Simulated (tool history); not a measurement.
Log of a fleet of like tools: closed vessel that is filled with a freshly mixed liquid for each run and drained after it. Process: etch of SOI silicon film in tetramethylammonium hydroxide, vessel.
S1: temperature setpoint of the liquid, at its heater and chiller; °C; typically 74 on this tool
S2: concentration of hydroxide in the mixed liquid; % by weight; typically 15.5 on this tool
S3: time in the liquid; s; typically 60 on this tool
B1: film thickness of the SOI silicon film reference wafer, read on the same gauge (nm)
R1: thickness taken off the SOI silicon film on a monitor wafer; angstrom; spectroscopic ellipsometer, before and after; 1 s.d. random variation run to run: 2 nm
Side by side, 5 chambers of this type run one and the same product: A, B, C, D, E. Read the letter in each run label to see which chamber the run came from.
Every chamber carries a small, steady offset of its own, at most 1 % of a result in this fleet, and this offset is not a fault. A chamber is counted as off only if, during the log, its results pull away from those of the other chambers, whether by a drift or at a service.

run 1A hour=7.9 | S1=74 S2=15.5 S3=60 | B1=99.975 | R1=4461.7
run 2E hour=20.2 | S1=74 S2=15.5 S3=60 | B1=100.01 | R1=4463.4
run 3C hour=30.1 | S1=74 S2=15.5 S3=60 | B1=99.996 | R1=4471.1
run 4B hour=36.9 | S1=74 S2=15.5 S3=60 | B1=99.996 | R1=4403.8
run 5D hour=47.8 | S1=74 S2=15.5 S3=60 | B1=100.01 | R1=4409.4
run 6C hour=56.1 | S1=74 S2=15.5 S3=60 | B1=100 | R1=4438.7
run 7A hour=63.6 | S1=74 S2=15.5 S3=60 | B1=100 | R1=4462.8
run 8E hour=71.3 | S1=74 S2=15.5 S3=60 | B1=100 | R1=4428.4
run 9D hour=78 | S1=74 S2=15.5 S3=60 | B1=99.996 | R1=4417
run 10B hour=89.5 | S1=74 S2=15.5 S3=60 | B1=99.98 | R1=4365.7
run 11E hour=96.9 | S1=74 S2=15.5 S3=60 | B1=100.03 | R1=4430.4
run 12D hour=107.8 | S1=74 S2=15.5 S3=60 | B1=99.982 | R1=4434
run 13B hour=113.9 | S1=74 S2=15.5 S3=60 | B1=99.988 | R1=4445.7
run 14C hour=122.7 | S1=74 S2=15.5 S3=60 | B1=100.03 | R1=4499.9
run 15A hour=133.4 | S1=74 S2=12 S3=90 | B1=100.04 | R1=7445.4
-- hour=139 chamber A: thermometer replaced
run 16B hour=144 | S1=74 S2=12 S3=90 | B1=100 | R1=7521.2
run 17A hour=152.4 | S1=74 S2=12 S3=90 | B1=99.99 | R1=7454.9
run 18E hour=159.2 | S1=74 S2=12 S3=90 | B1=100.02 | R1=7469.8
-- hour=169.4 chamber E: hydroxide flow meter replaced
run 19C hour=171.7 | S1=74 S2=12 S3=90 | B1=99.986 | R1=7463.4
run 20D hour=184.3 | S1=70 S2=19.5 S3=60 | B1=99.998 | R1=3220.7
run 21B hour=191.9 | S1=70 S2=19.5 S3=60 | B1=100 | R1=3206.7
run 22C hour=201.9 | S1=70 S2=19.5 S3=60 | B1=100.02 | R1=3220.5
run 23A hour=208.3 | S1=70 S2=19.5 S3=60 | B1=99.978 | R1=3225.2
run 24D hour=215.1 | S1=70 S2=19.5 S3=60 | B1=99.98 | R1=3244.5
run 25E hour=226 | S1=74 S2=15.5 S3=60 | B1=99.975 | R1=4428.4
run 26A hour=232.2 | S1=74 S2=15.5 S3=60 | B1=100.03 | R1=4435.8
run 27B hour=244.4 | S1=81 S2=15.5 S3=90 | B1=100.01 | R1=9750.5
run 28C hour=251.2 | S1=81 S2=15.5 S3=90 | B1=99.979 | R1=9916.5
run 29E hour=262 | S1=81 S2=15.5 S3=90 | B1=100.03 | R1=9789.7
run 30D hour=268 | S1=81 S2=15.5 S3=90 | B1=100.02 | R1=10197
-- hour=271.9 chamber C: thermometer replaced
run 31B hour=275.4 | S1=81 S2=15.5 S3=90 | B1=99.976 | R1=9810.8
run 32D hour=282.5 | S1=74 S2=15.5 S3=60 | B1=99.968 | R1=4583.8
run 33E hour=292.3 | S1=74 S2=15.5 S3=60 | B1=100.02 | R1=4384.7
run 34A hour=299.1 | S1=80.5 S2=18 S3=60 | B1=100.01 | R1=6050.3
run 35C hour=306.5 | S1=80.5 S2=18 S3=60 | B1=99.987 | R1=6082.2
run 36C hour=317.5 | S1=80.5 S2=18 S3=60 | B1=99.987 | R1=6076.2
run 37A hour=328.1 | S1=80.5 S2=18 S3=60 | B1=99.966 | R1=6135.1
run 38E hour=334.8 | S1=80.5 S2=18 S3=60 | B1=100.03 | R1=6047.7
run 39D hour=341.9 | S1=74 S2=15.5 S3=60 | B1=99.995 | R1=4564
run 40B hour=350.5 | S1=74 S2=15.5 S3=60 | B1=100.01 | R1=4416.4
run 41B hour=356.4 | S1=74 S2=15.5 S3=60 | B1=99.976 | R1=4405.1
run 42C hour=368.9 | S1=74 S2=15.5 S3=60 | B1=99.989 | R1=4446.5

What goes on in this fleet: one chamber off, a drifting gauge, or nothing beyond the chambers' own small offsets? Name the chamber and the cause, if any.

Little by little, chamber D moves away from the other chambers.
Cause: liquid hotter than its thermometer reads (K) = 0.827.
The log might look much the same if the cause were instead: hydroxide flow below the setpoint (%).

Which of the 4 candidates below, each the usual settings with something changed and its results left as question marks, puts chamber D back in line with what the other chambers give on the usual settings?
A result is in line if it is within this distance of the other chambers' mean on the usual settings: R1 69 angstrom
run 43D-1 hour=378.2 | S1=74 S2=17.5 S3=60 | R1=?
run 43D-2 hour=378.2 | S1=74 S2=18.5 S3=60 | R1=?
run 43D-3 hour=378.2 | S1=74 S2=14 S3=60 | R1=?
run 43D-4 hour=378.2 | S1=74 S2=13.5 S3=60 | R1=?

Mean of the other chambers on the usual settings: R1 4432.3 angstrom
run=43D-1 R1=4421.2
run=43D-2 R1=4323
run=43D-3 R1=4842.1
run=43D-4 R1=4929.8
With 43D-1, the chamber falls back in line with the rest.
